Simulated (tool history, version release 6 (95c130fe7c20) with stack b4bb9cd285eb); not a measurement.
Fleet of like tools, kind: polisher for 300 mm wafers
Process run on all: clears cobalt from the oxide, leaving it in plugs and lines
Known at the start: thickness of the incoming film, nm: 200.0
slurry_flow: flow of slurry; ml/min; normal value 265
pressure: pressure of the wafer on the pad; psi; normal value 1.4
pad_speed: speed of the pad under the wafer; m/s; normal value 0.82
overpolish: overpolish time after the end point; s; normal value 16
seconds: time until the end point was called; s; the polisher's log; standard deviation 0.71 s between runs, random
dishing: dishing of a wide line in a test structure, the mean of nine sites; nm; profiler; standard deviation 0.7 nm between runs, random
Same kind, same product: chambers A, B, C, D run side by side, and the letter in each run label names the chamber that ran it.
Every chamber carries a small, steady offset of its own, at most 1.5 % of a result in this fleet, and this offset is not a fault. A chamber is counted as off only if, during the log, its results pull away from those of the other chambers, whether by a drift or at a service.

run   hour  slurry_flow  pressure  pad_speed  overpolish  wafers polished on this pad  hours since the slurry nozzle was cleaned  hours since the head pressure was calibrated  seconds  dishing
 1D    8.3          265       1.4       0.82          16                          555                                      376.4                                        1271.1   65.224   37.643
       8.8  -- chamber B: worn pad replaced by a new one
      12.9  -- chamber D: slurry nozzle cleaned
 2B   13.8          265       1.4       0.82          16                           61                                      651.2                                         627.7   64.086   35.857
 3C   19.4          265       1.4       0.82          16                         1056                                       29.2                                          65.8   67.966   37.131
        28  -- chamber D: head pressure recalibrated
 4A   31.1          265       1.4       0.82          16                          993                                      280.6                                          99.2   66.486   36.859
      34.1  -- chamber A: worn pad replaced by a new one
      34.5  -- chamber B: head pressure recalibrated
 5D   37.7          265       1.7       0.98          16                          914                                       24.9                                           9.7   46.007   46.836
 6A   46.7          265       1.7       0.98          16                          154                                      296.2                                         114.8   45.838   48.586
        51  -- chamber C: worn pad replaced by a new one
 7B   56.8          265       1.7       0.98          16                          587                                      694.2                                          22.3   45.031   47.088
      60.2  -- chamber B: slurry nozzle cleaned
 8C   62.6          265       1.7       0.98          16                          142                                       72.4                                           109   45.465   47.546
 9C   72.2          265       1.4       0.82          16                          260                                         82                                         118.6    66.39   37.083
10D     79          265       1.4       0.82          16                         1419                                       66.2                                            51   67.708   36.654
      81.8  -- chamber D: worn pad replaced by a new one
11A   91.4          265       1.4       0.82          16                          701                                      340.9                                         159.5   64.703   37.253
      93.6  -- chamber A: slurry nozzle cleaned
12B    102          265       1.4       0.82          16                         1139                                       41.9                                          67.5   65.822   35.123
     106.9  -- chamber B: worn pad replaced by a new one
13A  114.8          265       1.4       0.82          16                          987                                       21.2                                         182.9   67.749   38.016
14D    123          265       1.4       0.82          16                          504                                      110.2                                            95    66.95   36.444
     128.9  -- chamber A: worn pad replaced by a new one
15C  132.2          265       1.4       0.82          16                          993                                        142                                         178.6   65.862   36.532
16B  141.5          210       1.4       0.82          10                          423                                       81.4                                           107   68.414   25.303
17C  153.3          210       1.4       0.82          10                         1251                                      163.1                                         199.7   68.097   24.296
18D    160          210       1.4       0.82          10                          956                                      147.2                                           132   66.506   25.373
     164.9  -- chamber C: worn pad replaced by a new one
19B  166.1          210       1.4       0.82          10                          724                                        106                                         131.6   68.608   24.574
20A  172.1          265       1.4       0.82          16                          528                                       78.5                                         240.2   66.121   35.296
21B  178.2          265       1.4       0.82          16                          872                                      118.1                                         143.7   65.229   36.566
22A  184.9          265       1.4       0.82          16                          685                                       91.3                                           253   65.227   36.413
23D  193.5          265       1.4       0.82          16                         1366                                      180.7                                         165.5   65.303   36.366
     194.3  -- chamber D: worn pad replaced by a new one
     195.5  -- chamber B: worn pad replaced by a new one
24C  203.7          265       1.8       0.82          13                          475                                      213.5                                         250.1    50.49   38.184
       207  -- chamber A: worn pad replaced by a new one
25B  213.4          265       1.8       0.82          13                          219                                      153.3                                         178.9   50.964   38.346
26A  219.2          265       1.8       0.82          13                          150                                      125.6                                         287.3   51.128   39.369
27D    226          265       1.8       0.82          13                          388                                      213.2                                           198   51.474   38.454
28C  235.2          265       1.4       0.82          16                          860                                        245                                         281.6   68.062   37.097
29A  241.1          265       1.4       0.54          16                          417                                      147.5                                         309.2   101.25   27.147
30B  248.6          265       1.4       0.54          16                          650                                      188.5                                         214.1    100.1   26.376
31C  256.2          265       1.4       0.54          16                         1117                                        266                                         302.6   100.54   26.667
     257.7  -- chamber C: worn pad replaced by a new one
32D  267.2          265       1.4       0.54          16                          891                                      254.4                                         239.2   98.607   25.419
33A  275.6          265       1.4       0.82          16                          839                                        182                                         343.7   66.091   36.306
     276.4  -- chamber B: worn pad replaced by a new one
34D  284.7          265       1.4       0.82          21                         1105                                      271.9                                         256.7   66.242   44.672
35B  294.1          265       1.4       0.82          21                          216                                        234                                         259.6   66.648   46.014
36C  300.1          265       1.4       0.82          21                          518                                      309.9                                         346.5   65.361   43.861
     302.9  -- chamber A: worn pad replaced by a new one
     306.7  -- chamber D: worn pad replaced by a new one
37A  308.6          265       1.4       0.82          21                           70                                        215                                         376.7   66.141   44.742
38C  316.8          265       1.4       0.98          16                          722                                      326.6                                         363.2   55.752   42.287
39D  322.4          265       1.4       0.98          16                          192                                      309.6                                         294.4    55.28   42.281

The same settings go to every chamber for the next run, one line per chamber below. Forecast the results for each:
40A  331.5          265       1.4       0.82          16                                                                                                                              ?        ?
40B  331.5          265       1.4       0.82          16                                                                                                                              ?        ?
40C  331.5          265       1.4       0.82          16                                                                                                                              ?        ?
40D  331.5          265       1.4       0.82          16                                                                                                                              ?        ?

run  seconds  dishing
40A   65.722   36.208
40B   65.807    37.96
40C   66.906   36.881
40D   64.736   36.954
